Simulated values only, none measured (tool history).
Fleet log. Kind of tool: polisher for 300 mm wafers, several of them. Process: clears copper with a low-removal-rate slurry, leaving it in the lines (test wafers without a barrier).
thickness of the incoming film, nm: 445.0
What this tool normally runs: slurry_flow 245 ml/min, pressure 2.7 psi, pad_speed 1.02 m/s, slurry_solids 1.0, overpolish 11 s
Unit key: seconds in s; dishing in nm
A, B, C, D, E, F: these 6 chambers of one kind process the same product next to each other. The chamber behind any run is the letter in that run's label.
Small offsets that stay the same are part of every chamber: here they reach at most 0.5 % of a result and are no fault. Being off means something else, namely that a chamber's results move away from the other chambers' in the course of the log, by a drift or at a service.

| run | hour | slurry_flow | pressure | pad_speed | slurry_solids | overpolish | seconds | dishing |
|---|---|---|---|---|---|---|---|---|
| 1B | 14.0 | 245 | 2.7 | 1.02 | 1.0 | 11 | 159.97 | 21.748 |
|  | 17.3 | chamber B: slurry blender recalibrated |
| 2C | 24.0 | 245 | 2.7 | 1.02 | 1.0 | 11 | 161.63 | 21.213 |
|  | 29.3 | chamber D: slurry blender recalibrated |
|  | 30.3 | chamber A: slurry nozzle cleaned |
| 3F | 39.2 | 245 | 2.7 | 1.02 | 1.0 | 11 | 161.36 | 20.713 |
|  | 40.7 | chamber E: worn pad replaced by a new one |
|  | 42.5 | chamber F: worn pad replaced by a new one |
| 4E | 47.5 | 245 | 2.7 | 1.02 | 1.0 | 11 | 160.58 | 20.691 |
|  | 54.6 | chamber B: worn pad replaced by a new one |
| 5D | 59.9 | 245 | 2.7 | 1.02 | 1.0 | 11 | 164.20 | 20.831 |
|  | 63.5 | chamber D: worn pad replaced by a new one |
| 6A | 68.3 | 245 | 2.7 | 1.02 | 1.0 | 11 | 165.56 | 20.968 |
|  | 72.4 | chamber A: worn pad replaced by a new one |
| 7B | 78.5 | 245 | 2.7 | 1.02 | 1.0 | 11 | 161.46 | 21.316 |
| 8E | 92.4 | 245 | 2.7 | 1.02 | 1.0 | 11 | 165.04 | 21.601 |
|  | 98.0 | chamber A: slurry blender recalibrated |
| 9D | 102.0 | 245 | 2.7 | 1.02 | 1.0 | 11 | 163.84 | 21.266 |
|  | 102.5 | chamber E: slurry blender recalibrated |
|  | 108.7 | chamber C: slurry blender recalibrated |
| 10C | 112.4 | 245 | 2.7 | 1.02 | 1.0 | 11 | 163.89 | 22.221 |
| 11F | 119.4 | 245 | 2.7 | 1.02 | 1.0 | 11 | 161.12 | 20.702 |
| 12A | 129.2 | 245 | 2.7 | 1.02 | 1.0 | 7 | 159.94 | 13.295 |
|  | 135.7 | chamber C: worn pad replaced by a new one |
| 13F | 137.3 | 245 | 2.7 | 1.02 | 1.0 | 7 | 164.98 | 14.433 |
|  | 147.4 | chamber F: worn pad replaced by a new one |
|  | 147.8 | chamber B: worn pad replaced by a new one |
| 14D | 151.5 | 245 | 2.7 | 1.02 | 1.0 | 7 | 163.94 | 14.011 |
|  | 153.2 | chamber F: slurry nozzle cleaned |
| 15B | 164.4 | 245 | 2.7 | 1.02 | 1.0 | 7 | 160.41 | 13.768 |
|  | 167.3 | chamber D: slurry nozzle cleaned |
|  | 169.8 | chamber F: slurry blender recalibrated |
| 16C | 175.1 | 245 | 2.7 | 1.02 | 1.0 | 7 | 159.93 | 13.904 |
| 17E | 182.2 | 245 | 2.7 | 1.02 | 1.0 | 7 | 163.85 | 13.946 |
| 18A | 190.5 | 315 | 3.4 | 1.02 | 1.0 | 11 | 124.65 | 25.740 |
|  | 198.7 | chamber A: slurry blender recalibrated |
| 19B | 200.5 | 315 | 3.4 | 1.02 | 1.0 | 11 | 123.54 | 27.260 |
| 20E | 208.9 | 315 | 3.4 | 1.02 | 1.0 | 11 | 126.94 | 27.534 |
|  | 211.0 | chamber B: slurry blender recalibrated |
|  | 212.7 | chamber C: head pressure recalibrated |
| 21A | 224.8 | 315 | 3.4 | 1.02 | 1.0 | 11 | 124.34 | 26.923 |
|  | 226.4 | chamber D: slurry blender recalibrated |
| 22D | 235.6 | 315 | 3.4 | 1.02 | 1.0 | 11 | 125.41 | 26.953 |
|  | 248.6 | chamber D: worn pad replaced by a new one |
| 23F | 250.4 | 315 | 3.4 | 1.02 | 1.0 | 11 | 125.84 | 25.927 |
|  | 251.6 | chamber B: worn pad replaced by a new one |
| 24C | 258.4 | 245 | 2.7 | 1.02 | 1.0 | 11 | 180.31 | 18.757 |
|  | 262.2 | chamber E: worn pad replaced by a new one |
|  | 265.9 | chamber F: worn pad replaced by a new one |
| 25C | 271.8 | 245 | 2.7 | 1.02 | 1.1 | 11 | 178.75 | 19.355 |
|  | 285.1 | chamber A: worn pad replaced by a new one |
| 26E | 286.4 | 245 | 2.7 | 1.02 | 1.1 | 11 | 158.54 | 20.103 |
|  | 288.9 | chamber C: worn pad replaced by a new one |
| 27A | 298.4 | 245 | 2.7 | 1.02 | 1.1 | 11 | 158.44 | 22.347 |
| 28D | 309.8 | 245 | 2.7 | 1.02 | 1.1 | 11 | 156.30 | 21.172 |
|  | 313.5 | chamber E: slurry blender recalibrated |
| 29F | 321.1 | 245 | 2.7 | 1.02 | 1.1 | 11 | 159.26 | 21.492 |
|  | 321.8 | chamber A: slurry blender recalibrated |
|  | 326.1 | chamber B: slurry nozzle cleaned |
| 30B | 329.1 | 245 | 2.7 | 1.02 | 1.1 | 11 | 157.91 | 21.698 |
|  | 343.5 | chamber F: slurry blender recalibrated |
| 31D | 344.5 | 245 | 2.7 | 0.72 | 1.0 | 11 | 230.11 | 15.719 |
| 32A | 357.7 | 245 | 2.7 | 0.72 | 1.0 | 11 | 230.67 | 15.958 |
|  | 365.2 | chamber B: head pressure recalibrated |
| 33C | 367.4 | 245 | 2.7 | 0.72 | 1.0 | 11 | 254.21 | 14.237 |
|  | 373.6 | chamber B: worn pad replaced by a new one |
|  | 379.1 | chamber F: worn pad replaced by a new one |
| 34E | 383.5 | 245 | 2.7 | 0.72 | 1.0 | 11 | 226.02 | 15.197 |
|  | 392.2 | chamber B: slurry blender recalibrated |
| 35B | 399.1 | 245 | 2.7 | 0.72 | 1.0 | 11 | 225.72 | 15.731 |
| 36F | 408.2 | 245 | 2.7 | 0.72 | 1.0 | 11 | 228.43 | 15.676 |
|  | 415.0 | chamber C: worn pad replaced by a new one |
|  | 417.6 | chamber C: slurry nozzle cleaned |
| 37C | 424.2 | 245 | 2.7 | 1.02 | 1.0 | 11 | 184.49 | 19.161 |

Decide between three cases: one chamber stands off from its peers, the gauge reading all wafers drifts, or nothing is wrong past each chamber's small offset. Where a chamber is off, say which and what most likely put it there.

Chamber C has stood off from the others ever since a service on it.
Likeliest cause: head's pressure below its setpoint, % = 10.5.

Chamber C could run next with any of the 4 candidate recipes listed below; each alters the usual settings, and their results appear as question marks. Which one brings its results back in line with what the other chambers deliver on the usual settings?
In-line tolerance around the mean of the other chambers on the usual settings: seconds 7.00 s; dishing 1.800 nm
| 38C-1 | 435.9 | 245 | 2.7 | 1.04 | 1.0 | 11 | ? | ? |
| 38C-2 | 435.9 | 245 | 2.8 | 1.08 | 1.0 | 11 | ? | ? |
| 38C-3 | 435.9 | 245 | 2.7 | 1.00 | 1.0 | 11 | ? | ? |
| 38C-4 | 435.9 | 245 | 2.6 | 0.96 | 1.0 | 11 | ? | ? |

Average result of the remaining chambers running the usual settings: seconds 162.13 s; dishing 21.055 nm
| run | seconds | dishing |
|---|---|---|
| 38C-1 | 176.46 | 19.430 |
| 38C-2 | 164.03 | 20.735 |
| 38C-3 | 183.41 | 18.782 |
| 38C-4 | 198.15 | 17.518 |
It is 38C-2 that realigns the chamber with its peers.
